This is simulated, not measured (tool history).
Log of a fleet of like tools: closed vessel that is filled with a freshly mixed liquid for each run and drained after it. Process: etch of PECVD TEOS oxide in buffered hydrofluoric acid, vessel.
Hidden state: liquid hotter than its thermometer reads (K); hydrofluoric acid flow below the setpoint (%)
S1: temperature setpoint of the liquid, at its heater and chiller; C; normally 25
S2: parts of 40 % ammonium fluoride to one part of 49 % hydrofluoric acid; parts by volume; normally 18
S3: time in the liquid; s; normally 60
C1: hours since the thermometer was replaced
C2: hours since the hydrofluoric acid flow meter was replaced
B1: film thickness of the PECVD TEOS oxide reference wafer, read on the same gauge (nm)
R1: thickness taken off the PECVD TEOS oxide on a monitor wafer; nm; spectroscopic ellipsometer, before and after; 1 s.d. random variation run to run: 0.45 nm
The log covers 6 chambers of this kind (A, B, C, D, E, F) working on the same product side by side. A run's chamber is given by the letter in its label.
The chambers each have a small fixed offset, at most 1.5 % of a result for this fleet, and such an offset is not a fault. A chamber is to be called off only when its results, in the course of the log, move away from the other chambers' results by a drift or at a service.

| run | hour | S1 | S2 | S3 | C1 | C2 | B1 | R1 |
|---|---|---|---|---|---|---|---|---|
|  | 4 | chamber F: thermometer replaced |
| 1F | 9 | 25 | 18 | 60 | 5.1 | 2290.6 | 60.002 | 54.648 |
| 2D | 22.3 | 25 | 18 | 60 | 2149.1 | 827.2 | 60.022 | 53.958 |
| 3B | 35.3 | 25 | 18 | 60 | 1856.6 | 1808.4 | 60.013 | 53.925 |
| 4C | 46.5 | 25 | 18 | 60 | 902.9 | 992.6 | 60.035 | 53.951 |
| 5E | 53.5 | 25 | 18 | 60 | 830.2 | 484 | 60.015 | 54.518 |
| 6A | 65.9 | 25 | 18 | 60 | 238.8 | 381 | 60.025 | 53.33 |
| 7D | 78 | 25 | 18 | 60 | 2204.8 | 882.9 | 60.004 | 53.267 |
| 8E | 85.2 | 25 | 18 | 60 | 861.9 | 515.7 | 60.007 | 53.333 |
| 9C | 94.9 | 25 | 18 | 60 | 951.3 | 1041 | 60.011 | 53.92 |
| 10B | 105.5 | 25 | 18 | 60 | 1926.8 | 1878.6 | 59.947 | 55.181 |
| 11F | 112.6 | 21.5 | 18 | 75 | 108.7 | 2394.2 | 59.989 | 55.745 |
|  | 113.4 | chamber D: thermometer replaced |
| 12A | 123.6 | 21.5 | 18 | 75 | 296.5 | 438.7 | 59.977 | 55.046 |
| 13E | 129.7 | 21.5 | 18 | 75 | 906.4 | 560.2 | 59.998 | 54.23 |
| 14A | 139.1 | 21.5 | 18 | 75 | 312 | 454.2 | 59.995 | 55.207 |
| 15B | 148.3 | 21.5 | 18 | 75 | 1969.6 | 1921.4 | 60.03 | 54.907 |
| 16C | 155.4 | 21.5 | 18 | 75 | 1011.8 | 1101.5 | 59.952 | 56.039 |
|  | 155.9 | chamber C: thermometer replaced |
| 17D | 165.2 | 25 | 18 | 60 | 51.9 | 970.1 | 59.991 | 53.616 |
| 18F | 177.6 | 25 | 18 | 60 | 173.7 | 2459.2 | 59.976 | 54.835 |
| 19F | 187.9 | 25 | 18 | 60 | 184 | 2469.5 | 59.975 | 54.756 |
| 20D | 201.2 | 25 | 18 | 60 | 87.9 | 1006.1 | 59.974 | 53.02 |
|  | 204 | chamber F: hydrofluoric acid flow meter replaced |
| 21B | 207.9 | 25 | 18 | 60 | 2029.2 | 1981 | 59.997 | 53.728 |
| 22C | 217.3 | 25 | 18 | 60 | 61.4 | 1163.4 | 60.016 | 52.966 |
| 23E | 226.8 | 25 | 18 | 60 | 1003.5 | 657.3 | 59.981 | 51.754 |
| 24A | 238.4 | 25 | 18 | 60 | 411.3 | 553.5 | 59.989 | 53.413 |
| 25C | 251.2 | 25 | 18 | 75 | 95.3 | 1197.3 | 60.003 | 66.908 |
| 26A | 262.2 | 25 | 18 | 75 | 435.1 | 577.3 | 59.985 | 66.424 |
| 27F | 270.1 | 25 | 18 | 75 | 266.2 | 66.1 | 59.987 | 68.226 |
| 28E | 282.4 | 25 | 18 | 75 | 1059.1 | 712.9 | 60.024 | 64.586 |
| 29D | 290 | 25 | 18 | 75 | 176.7 | 1094.9 | 60.02 | 67.559 |
| 30B | 303.9 | 25 | 18 | 75 | 2125.2 | 2077 | 60.034 | 68.507 |
| 31A | 313.9 | 25 | 18 | 60 | 486.8 | 629 | 59.97 | 53.36 |
| 32D | 327.5 | 25 | 21.5 | 40 | 214.2 | 1132.4 | 60.006 | 30.996 |
| 33C | 337.3 | 25 | 21.5 | 40 | 181.4 | 1283.4 | 59.991 | 30.204 |
| 34E | 344.5 | 25 | 21.5 | 40 | 1121.2 | 775 | 59.985 | 29.665 |
| 35F | 353.4 | 25 | 21.5 | 40 | 349.5 | 149.4 | 60.012 | 31.315 |
| 36B | 364.9 | 25 | 21.5 | 40 | 2186.2 | 2138 | 60.012 | 30.864 |
|  | 375.8 | chamber D: hydrofluoric acid flow meter replaced |
| 37B | 378.4 | 25 | 21.5 | 40 | 2199.7 | 2151.5 | 60.005 | 31.415 |
| 38D | 386.2 | 25 | 18 | 60 | 272.9 | 10.4 | 59.988 | 54.048 |
| 39E | 399.4 | 25 | 15.5 | 60 | 1176.1 | 829.9 | 60.002 | 57.932 |
| 40C | 409 | 25 | 15.5 | 60 | 253.1 | 1355.1 | 59.944 | 61.893 |
| 41F | 422.3 | 25 | 15.5 | 60 | 418.4 | 218.3 | 59.989 | 63.068 |
| 42A | 429.8 | 25 | 15.5 | 60 | 602.7 | 744.9 | 60.019 | 61.187 |
| 43A | 441.9 | 25 | 15.5 | 60 | 614.8 | 757 | 60.047 | 62.503 |

What goes on in this fleet: one chamber off, a drifting gauge, or nothing beyond the chambers' own small offsets? Name the chamber and the cause, if any.

Little by little, chamber E moves away from the other chambers.
Cause: hydrofluoric acid flow below the setpoint (%) = 8.46.
Not necessarily distinguishable in this log from: liquid colder than its thermometer reads (K).

Which of the 4 candidates below, each the usual settings with something changed and its results left as question marks, puts chamber E back in line with what the other chambers give on the usual settings?
To be in line, a result may differ from the other chambers' mean on the usual settings by at most: R1 1.6 nm
| 44E-1 | 451.9 | 25 | 16.5 | 60 |  |  |  | ? |
| 44E-2 | 451.9 | 25 | 20 | 60 |  |  |  | ? |
| 44E-3 | 451.9 | 25 | 18.5 | 60 |  |  |  | ? |
| 44E-4 | 451.9 | 25 | 17.5 | 60 |  |  |  | ? |

Usual-settings mean across the other chambers: R1 53.919 nm
| run | R1 |
|---|---|
| 44E-1 | 54.492 |
| 44E-2 | 46.325 |
| 44E-3 | 48.862 |
| 44E-4 | 51.438 |
44E-1 brings the chamber back in line.

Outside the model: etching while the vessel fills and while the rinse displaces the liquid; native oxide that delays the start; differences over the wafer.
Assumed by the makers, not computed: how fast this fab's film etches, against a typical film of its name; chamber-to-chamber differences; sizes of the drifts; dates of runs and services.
